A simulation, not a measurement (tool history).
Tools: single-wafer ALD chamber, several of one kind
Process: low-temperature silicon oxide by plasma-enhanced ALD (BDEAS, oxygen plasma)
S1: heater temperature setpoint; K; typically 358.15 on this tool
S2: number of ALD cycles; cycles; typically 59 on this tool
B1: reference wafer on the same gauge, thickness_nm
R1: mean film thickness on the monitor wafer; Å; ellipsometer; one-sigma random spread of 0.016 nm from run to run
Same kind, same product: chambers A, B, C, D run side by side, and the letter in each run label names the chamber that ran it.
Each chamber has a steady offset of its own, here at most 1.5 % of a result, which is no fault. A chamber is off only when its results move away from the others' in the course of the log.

Run 1A, day 0.125: usual settings; B1 8.017. Result: R1 88.871 Å.
Run 2B, day 0.3: usual settings; B1 8.017. Result: R1 87.58 Å.
Run 3C, day 0.475: usual settings; B1 8.0156. Result: R1 88.13 Å.
Run 4D, day 0.729: usual settings; B1 8.0143. Result: R1 89.163 Å.
Run 5A, day 0.888: usual settings; B1 8.0113. Result: R1 88.713 Å.
Run 6C, day 1.067: usual settings; B1 8.0135. Result: R1 88.057 Å.
Run 7D, day 1.183: usual settings; B1 8.0101. Result: R1 89.456 Å.
Run 8B, day 1.392: usual settings; B1 8.0081. Result: R1 87.154 Å.
Run 9B, day 1.633: usual settings; B1 8.007. Result: R1 87.212 Å.
Run 10C, day 1.792: usual settings; B1 8.0055. Result: R1 88.148 Å.
At day 1.958: chamber A: thermocouple changed; heater temperature recalibrated.
Run 11D, day 1.967: usual settings; B1 8.0047. Result: R1 89.298 Å.
Run 12A, day 2.138: usual settings; B1 8.0028. Result: R1 88.352 Å.
Run 13C, day 2.25: usual settings; B1 8.0025. Result: R1 87.91 Å.
Run 14A, day 2.404: usual settings; B1 7.9999. Result: R1 88.131 Å.
Run 15B, day 2.625: usual settings but S1 350.15 K, S2 65 cycles; B1 7.9993. Result: R1 98.587 Å.
Run 16D, day 2.792: usual settings but S1 350.15 K, S2 65 cycles; B1 7.9993. Result: R1 100.79 Å.
Run 17A, day 2.925: usual settings but S1 350.15 K, S2 65 cycles; B1 7.9973. Result: R1 100.09 Å.
Run 18C, day 3.092: usual settings but S1 350.15 K, S2 65 cycles; B1 7.9955. Result: R1 99.347 Å.
Run 19D, day 3.321: usual settings; B1 7.9912. Result: R1 89.055 Å.
Run 20B, day 3.512: usual settings but S1 346.15 K, S2 70 cycles; B1 7.9941. Result: R1 107.96 Å.
Run 21A, day 3.683: usual settings but S1 346.15 K, S2 70 cycles; B1 7.9919. Result: R1 108.84 Å.
Run 22D, day 3.8: usual settings but S1 346.15 K, S2 70 cycles; B1 7.9893. Result: R1 110.01 Å.
Run 23C, day 3.988: usual settings but S1 346.15 K, S2 70 cycles; B1 7.9847. Result: R1 108.53 Å.
Run 24B, day 4.15: usual settings but S2 68 cycles; B1 7.9866. Result: R1 100.34 Å.
Run 25B, day 4.262: usual settings but S2 68 cycles; B1 7.9869. Result: R1 100.19 Å.
Run 26A, day 4.383: usual settings but S2 68 cycles; B1 7.9806. Result: R1 101.71 Å.
Run 27C, day 4.588: usual settings but S2 68 cycles; B1 7.9854. Result: R1 100.91 Å.
Run 28D, day 4.788: usual settings; B1 7.9806. Result: R1 89.048 Å.
Run 29B, day 4.929: usual settings but S1 366.15 K; B1 7.9816. Result: R1 84.71 Å.
Run 30A, day 5.125: usual settings but S1 366.15 K; B1 7.9775. Result: R1 85.792 Å.
Run 31D, day 5.279: usual settings but S1 366.15 K; B1 7.9776. Result: R1 86.23 Å.
Run 32C, day 5.408: usual settings but S1 366.15 K; B1 7.9747. Result: R1 85.409 Å.
Run 33B, day 5.554: usual settings but S1 352.15 K, S2 64 cycles; B1 7.9776. Result: R1 96.753 Å.
Run 34D, day 5.688: usual settings but S1 352.15 K, S2 64 cycles; B1 7.9756. Result: R1 98.6 Å.
Run 35C, day 5.892: usual settings but S1 352.15 K, S2 64 cycles; B1 7.9739. Result: R1 96.96 Å.
Run 36A, day 6.108: usual settings but S1 352.15 K, S2 64 cycles; B1 7.9731. Result: R1 97.482 Å.
Run 37C, day 6.3: usual settings; B1 7.9655. Result: R1 87.637 Å.
Run 38B, day 6.538: usual settings; B1 7.9697. Result: R1 86.801 Å.
Run 39D, day 6.65: usual settings; B1 7.9644. Result: R1 88.853 Å.
Run 40A, day 6.825: usual settings; B1 7.9644. Result: R1 88.069 Å.
Run 41A, day 7: usual settings; B1 7.9642. Result: R1 87.992 Å.

Is one chamber out of step, is the gauge drifting, or do the chambers differ by no more than their own small offsets? For an off chamber, give its letter and the likeliest cause.

No chamber is off; the gauge reading every chamber's wafers drifts, which makes the whole fleet appear to move together.
Cause: gauge reads low (%) = 0.716.

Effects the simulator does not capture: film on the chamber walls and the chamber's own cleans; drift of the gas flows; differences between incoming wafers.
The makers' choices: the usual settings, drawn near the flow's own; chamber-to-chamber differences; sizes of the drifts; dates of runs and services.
